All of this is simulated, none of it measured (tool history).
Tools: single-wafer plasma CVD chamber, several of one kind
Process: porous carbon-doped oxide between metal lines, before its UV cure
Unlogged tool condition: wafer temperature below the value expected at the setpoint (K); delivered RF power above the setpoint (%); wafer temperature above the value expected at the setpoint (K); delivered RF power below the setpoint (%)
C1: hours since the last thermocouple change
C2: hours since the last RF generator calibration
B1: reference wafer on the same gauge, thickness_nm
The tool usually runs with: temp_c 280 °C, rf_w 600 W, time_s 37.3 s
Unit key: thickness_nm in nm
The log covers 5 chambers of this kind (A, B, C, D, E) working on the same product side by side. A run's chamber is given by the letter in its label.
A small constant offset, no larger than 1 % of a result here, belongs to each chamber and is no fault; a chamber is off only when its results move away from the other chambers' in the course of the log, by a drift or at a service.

Run 1D, hour 4.2: usual settings; C1 591.1; C2 1136.5; B1 265.96. Result: thickness_nm 253.22 nm.
Run 2C, hour 8.9: usual settings; C1 1557.6; C2 767; B1 265.78. Result: thickness_nm 253.24 nm.
Run 3B, hour 12.1: usual settings; C1 1230.7; C2 1332.6; B1 266.14. Result: thickness_nm 253.61 nm.
Run 4A, hour 17.6: usual settings; C1 464.5; C2 296.2; B1 266.13. Result: thickness_nm 257.28 nm.
Run 5E, hour 23.4: usual settings; C1 898.7; C2 477.3; B1 266.19. Result: thickness_nm 257.13 nm.
At hour 27.3: chamber C: thermocouple changed; heater temperature recalibrated.
Run 6D, hour 27.6: usual settings; C1 614.5; C2 1159.9; B1 266.02. Result: thickness_nm 252.02 nm.
Run 7B, hour 30.7: usual settings; C1 1249.3; C2 1351.2; B1 265.9. Result: thickness_nm 255.83 nm.
Run 8C, hour 34.5: usual settings; C1 7.3; C2 792.6; B1 265.9. Result: thickness_nm 252.7 nm.
Run 9E, hour 38.5: usual settings; C1 913.8; C2 492.4; B1 265.91. Result: thickness_nm 257.76 nm.
Run 10A, hour 41.1: usual settings but temp_c 285 °C; C1 488; C2 319.7; B1 265.92. Result: thickness_nm 249.9 nm.
Run 11E, hour 44.8: usual settings but temp_c 285 °C; C1 920.1; C2 498.7; B1 265.9. Result: thickness_nm 250.15 nm.
Run 12A, hour 47.4: usual settings but temp_c 285 °C; C1 494.3; C2 326; B1 266.2. Result: thickness_nm 250.42 nm.
Run 13D, hour 51.7: usual settings but temp_c 285 °C; C1 638.6; C2 1184; B1 266.14. Result: thickness_nm 246.08 nm.
Run 14C, hour 56.9: usual settings but temp_c 285 °C; C1 29.7; C2 815; B1 266.04. Result: thickness_nm 245.6 nm.
Run 15B, hour 61.5: usual settings; C1 1280.1; C2 1382; B1 266.1. Result: thickness_nm 255.06 nm.
Run 16B, hour 65.2: usual settings; C1 1283.8; C2 1385.7; B1 266.14. Result: thickness_nm 254.23 nm.
Run 17A, hour 69.5: usual settings but temp_c 288 °C; C1 516.4; C2 348.1; B1 266.03. Result: thickness_nm 245.11 nm.
Run 18D, hour 75: usual settings but temp_c 288 °C; C1 661.9; C2 1207.3; B1 266.01. Result: thickness_nm 240.61 nm.
Run 19C, hour 79: usual settings but temp_c 288 °C; C1 51.8; C2 837.1; B1 266.15. Result: thickness_nm 240.98 nm.
Run 20E, hour 83.1: usual settings but temp_c 288 °C; C1 958.4; C2 537; B1 266.02. Result: thickness_nm 244.32 nm.
Run 21E, hour 87.7: usual settings but temp_c 288 °C; C1 963; C2 541.6; B1 265.98. Result: thickness_nm 244.95 nm.
Run 22D, hour 90.5: usual settings; C1 677.4; C2 1222.8; B1 265.92. Result: thickness_nm 253.31 nm.
Run 23A, hour 95: usual settings; C1 541.9; C2 373.6; B1 266.1. Result: thickness_nm 257.83 nm.
Run 24B, hour 100.4: usual settings; C1 1319; C2 1420.9; B1 265.93. Result: thickness_nm 254.68 nm.
Run 25C, hour 105.2: usual settings; C1 78; C2 863.3; B1 266.13. Result: thickness_nm 253.31 nm.
Run 26C, hour 110.2: usual settings; C1 83; C2 868.3; B1 265.89. Result: thickness_nm 252.91 nm.
Run 27E, hour 114: usual settings; C1 989.3; C2 567.9; B1 266.19. Result: thickness_nm 256.56 nm.
Run 28D, hour 119.7: usual settings; C1 706.6; C2 1252; B1 265.85. Result: thickness_nm 252.61 nm.
Run 29A, hour 124: usual settings; C1 570.9; C2 402.6; B1 266.06. Result: thickness_nm 257.32 nm.
Run 30B, hour 128.4: usual settings; C1 1347; C2 1448.9; B1 266.06. Result: thickness_nm 254.98 nm.
Run 31A, hour 132.5: usual settings; C1 579.4; C2 411.1; B1 266.02. Result: thickness_nm 256.57 nm.
Run 32D, hour 135.1: usual settings; C1 722; C2 1267.4; B1 265.89. Result: thickness_nm 253.79 nm.
Run 33C, hour 140.8: usual settings but temp_c 272 °C; C1 113.6; C2 898.9; B1 265.88. Result: thickness_nm 267.62 nm.
Run 34B, hour 146.2: usual settings but temp_c 272 °C; C1 1364.8; C2 1466.7; B1 265.8. Result: thickness_nm 267.91 nm.
Run 35E, hour 149.2: usual settings but temp_c 272 °C; C1 1024.5; C2 603.1; B1 265.92. Result: thickness_nm 269.6 nm.

Has any chamber moved away from the others, gradually or after a service, or does the common gauge drift, or do the chambers differ only by their own small steady offsets? State the chamber and the most likely cause if one applies.

Beyond each chamber's small constant offset nothing stands out, and the gauge stays steady.
